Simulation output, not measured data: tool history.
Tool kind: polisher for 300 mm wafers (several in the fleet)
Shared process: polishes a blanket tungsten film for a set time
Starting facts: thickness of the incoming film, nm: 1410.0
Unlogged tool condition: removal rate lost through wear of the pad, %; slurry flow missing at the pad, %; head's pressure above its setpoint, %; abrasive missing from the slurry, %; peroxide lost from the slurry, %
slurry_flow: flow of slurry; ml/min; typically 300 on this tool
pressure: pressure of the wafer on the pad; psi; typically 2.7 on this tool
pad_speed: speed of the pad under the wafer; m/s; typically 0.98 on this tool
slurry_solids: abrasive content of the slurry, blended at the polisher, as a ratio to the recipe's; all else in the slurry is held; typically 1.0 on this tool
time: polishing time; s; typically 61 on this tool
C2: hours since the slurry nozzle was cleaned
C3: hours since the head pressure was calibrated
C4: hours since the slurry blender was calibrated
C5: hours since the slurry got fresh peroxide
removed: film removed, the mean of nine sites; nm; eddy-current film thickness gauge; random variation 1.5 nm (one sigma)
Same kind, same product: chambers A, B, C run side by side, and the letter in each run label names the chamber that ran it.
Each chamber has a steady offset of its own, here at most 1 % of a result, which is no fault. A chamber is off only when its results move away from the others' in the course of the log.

{"hour": 3.8, "done": "chamber C: slurry nozzle cleaned"}
{"run": "1C", "hour": 5.3, "slurry_flow": 300, "pressure": 2.7, "pad_speed": 0.98, "slurry_solids": 1.0, "time": 61, "wafers polished on this pad": 447, "C2": 1.5, "C3": 585.9, "C4": 86.4, "C5": 41.5, "removed": 165.56}
{"hour": 8.0, "done": "chamber A: slurry tank refilled with fresh slurry and peroxide"}
{"run": "2B", "hour": 10.1, "slurry_flow": 300, "pressure": 2.7, "pad_speed": 0.98, "slurry_solids": 1.0, "time": 61, "wafers polished on this pad": 573, "C2": 246.0, "C3": 1132.9, "C4": 317.8, "C5": 61.9, "removed": 164.88}
{"run": "3A", "hour": 14.8, "slurry_flow": 300, "pressure": 2.7, "pad_speed": 0.98, "slurry_solids": 1.0, "time": 61, "wafers polished on this pad": 937, "C2": 537.2, "C3": 415.8, "C4": 91.9, "C5": 6.8, "removed": 168.33}
{"hour": 18.3, "done": "chamber C: worn pad replaced by a new one"}
{"run": "4C", "hour": 20.8, "slurry_flow": 300, "pressure": 2.7, "pad_speed": 0.98, "slurry_solids": 1.0, "time": 61, "wafers polished on this pad": 29, "C2": 17.0, "C3": 601.4, "C4": 101.9, "C5": 57.0, "removed": 164.34}
{"run": "5A", "hour": 28.1, "slurry_flow": 300, "pressure": 2.7, "pad_speed": 0.98, "slurry_solids": 1.0, "time": 61, "wafers polished on this pad": 1091, "C2": 550.5, "C3": 429.1, "C4": 105.2, "C5": 20.1, "removed": 168.7}
{"hour": 30.0, "done": "chamber B: worn pad replaced by a new one"}
{"run": "6B", "hour": 35.8, "slurry_flow": 300, "pressure": 2.7, "pad_speed": 0.98, "slurry_solids": 1.0, "time": 61, "wafers polished on this pad": 67, "C2": 271.7, "C3": 1158.6, "C4": 343.5, "C5": 87.6, "removed": 165.79}
{"hour": 37.1, "done": "chamber A: worn pad replaced by a new one"}
{"run": "7C", "hour": 42.8, "slurry_flow": 300, "pressure": 2.7, "pad_speed": 0.98, "slurry_solids": 1.0, "time": 61, "wafers polished on this pad": 283, "C2": 39.0, "C3": 623.4, "C4": 123.9, "C5": 79.0, "removed": 163.52}
{"hour": 47.5, "done": "chamber B: slurry blender recalibrated"}
{"run": "8A", "hour": 52.2, "slurry_flow": 300, "pressure": 2.7, "pad_speed": 0.98, "slurry_solids": 1.0, "time": 61, "wafers polished on this pad": 175, "C2": 574.6, "C3": 453.2, "C4": 129.3, "C5": 44.2, "removed": 170.98}
{"run": "9B", "hour": 59.2, "slurry_flow": 300, "pressure": 2.7, "pad_speed": 0.98, "slurry_solids": 1.0, "time": 61, "wafers polished on this pad": 338, "C2": 295.1, "C3": 1182.0, "C4": 11.7, "C5": 111.0, "removed": 164.13}
{"run": "10C", "hour": 67.0, "slurry_flow": 235, "pressure": 2.7, "pad_speed": 0.98, "slurry_solids": 0.7, "time": 61, "wafers polished on this pad": 562, "C2": 63.2, "C3": 647.6, "C4": 148.1, "C5": 103.2, "removed": 146.08}
{"hour": 69.7, "done": "chamber C: worn pad replaced by a new one"}
{"hour": 71.0, "done": "chamber A: slurry nozzle cleaned"}
{"run": "11B", "hour": 74.5, "slurry_flow": 235, "pressure": 2.7, "pad_speed": 0.98, "slurry_solids": 0.7, "time": 61, "wafers polished on this pad": 514, "C2": 310.4, "C3": 1197.3, "C4": 27.0, "C5": 126.3, "removed": 141.7}
{"run": "12A", "hour": 79.9, "slurry_flow": 235, "pressure": 2.7, "pad_speed": 0.98, "slurry_solids": 0.7, "time": 61, "wafers polished on this pad": 494, "C2": 8.9, "C3": 480.9, "C4": 157.0, "C5": 71.9, "removed": 151.11}
{"run": "13A", "hour": 84.3, "slurry_flow": 300, "pressure": 2.7, "pad_speed": 0.98, "slurry_solids": 0.8, "time": 61, "wafers polished on this pad": 545, "C2": 13.3, "C3": 485.3, "C4": 161.4, "C5": 76.3, "removed": 158.27}
{"run": "14C", "hour": 90.0, "slurry_flow": 300, "pressure": 2.7, "pad_speed": 0.98, "slurry_solids": 0.8, "time": 61, "wafers polished on this pad": 234, "C2": 86.2, "C3": 670.6, "C4": 171.1, "C5": 126.2, "removed": 157.52}
{"hour": 93.0, "done": "chamber B: head pressure recalibrated"}
{"run": "15B", "hour": 94.4, "slurry_flow": 300, "pressure": 2.7, "pad_speed": 0.98, "slurry_solids": 0.8, "time": 61, "wafers polished on this pad": 744, "C2": 330.3, "C3": 1.4, "C4": 46.9, "C5": 146.2, "removed": 150.16}
{"run": "16C", "hour": 100.8, "slurry_flow": 300, "pressure": 2.7, "pad_speed": 0.98, "slurry_solids": 1.0, "time": 61, "wafers polished on this pad": 359, "C2": 97.0, "C3": 681.4, "C4": 181.9, "C5": 137.0, "removed": 166.69}
{"hour": 108.4, "done": "chamber B: worn pad replaced by a new one"}
{"run": "17B", "hour": 109.5, "slurry_flow": 300, "pressure": 2.7, "pad_speed": 0.98, "slurry_solids": 1.0, "time": 61, "wafers polished on this pad": 13, "C2": 345.4, "C3": 16.5, "C4": 62.0, "C5": 161.3, "removed": 155.64}
{"hour": 110.3, "done": "chamber A: slurry tank refilled with fresh slurry and peroxide"}
{"hour": 114.5, "done": "chamber C: slurry tank refilled with fresh slurry and peroxide"}
{"hour": 115.3, "done": "chamber C: worn pad replaced by a new one"}
{"run": "18A", "hour": 116.1, "slurry_flow": 300, "pressure": 2.7, "pad_speed": 0.98, "slurry_solids": 1.0, "time": 61, "wafers polished on this pad": 912, "C2": 45.1, "C3": 517.1, "C4": 193.2, "C5": 5.8, "removed": 170.52}
{"run": "19B", "hour": 125.1, "slurry_flow": 390, "pressure": 2.7, "pad_speed": 0.98, "slurry_solids": 1.0, "time": 61, "wafers polished on this pad": 193, "C2": 361.0, "C3": 32.1, "C4": 77.6, "C5": 176.9, "removed": 156.8}
{"run": "20C", "hour": 133.4, "slurry_flow": 390, "pressure": 2.7, "pad_speed": 0.98, "slurry_solids": 1.0, "time": 61, "wafers polished on this pad": 209, "C2": 129.6, "C3": 714.0, "C4": 214.5, "C5": 19.0, "removed": 171.08}

Next, every chamber runs the same settings. What will each give?
{"run": "21A", "hour": 140.5, "slurry_flow": 360, "pressure": 2.7, "pad_speed": 0.98, "slurry_solids": 1.0, "time": 61, "removed": "?"}
{"run": "21B", "hour": 140.5, "slurry_flow": 360, "pressure": 2.7, "pad_speed": 0.98, "slurry_solids": 1.0, "time": 61, "removed": "?"}
{"run": "21C", "hour": 140.5, "slurry_flow": 360, "pressure": 2.7, "pad_speed": 0.98, "slurry_solids": 1.0, "time": 61, "removed": "?"}

run=21A removed=170.62
run=21B removed=155.77
run=21C removed=169.87

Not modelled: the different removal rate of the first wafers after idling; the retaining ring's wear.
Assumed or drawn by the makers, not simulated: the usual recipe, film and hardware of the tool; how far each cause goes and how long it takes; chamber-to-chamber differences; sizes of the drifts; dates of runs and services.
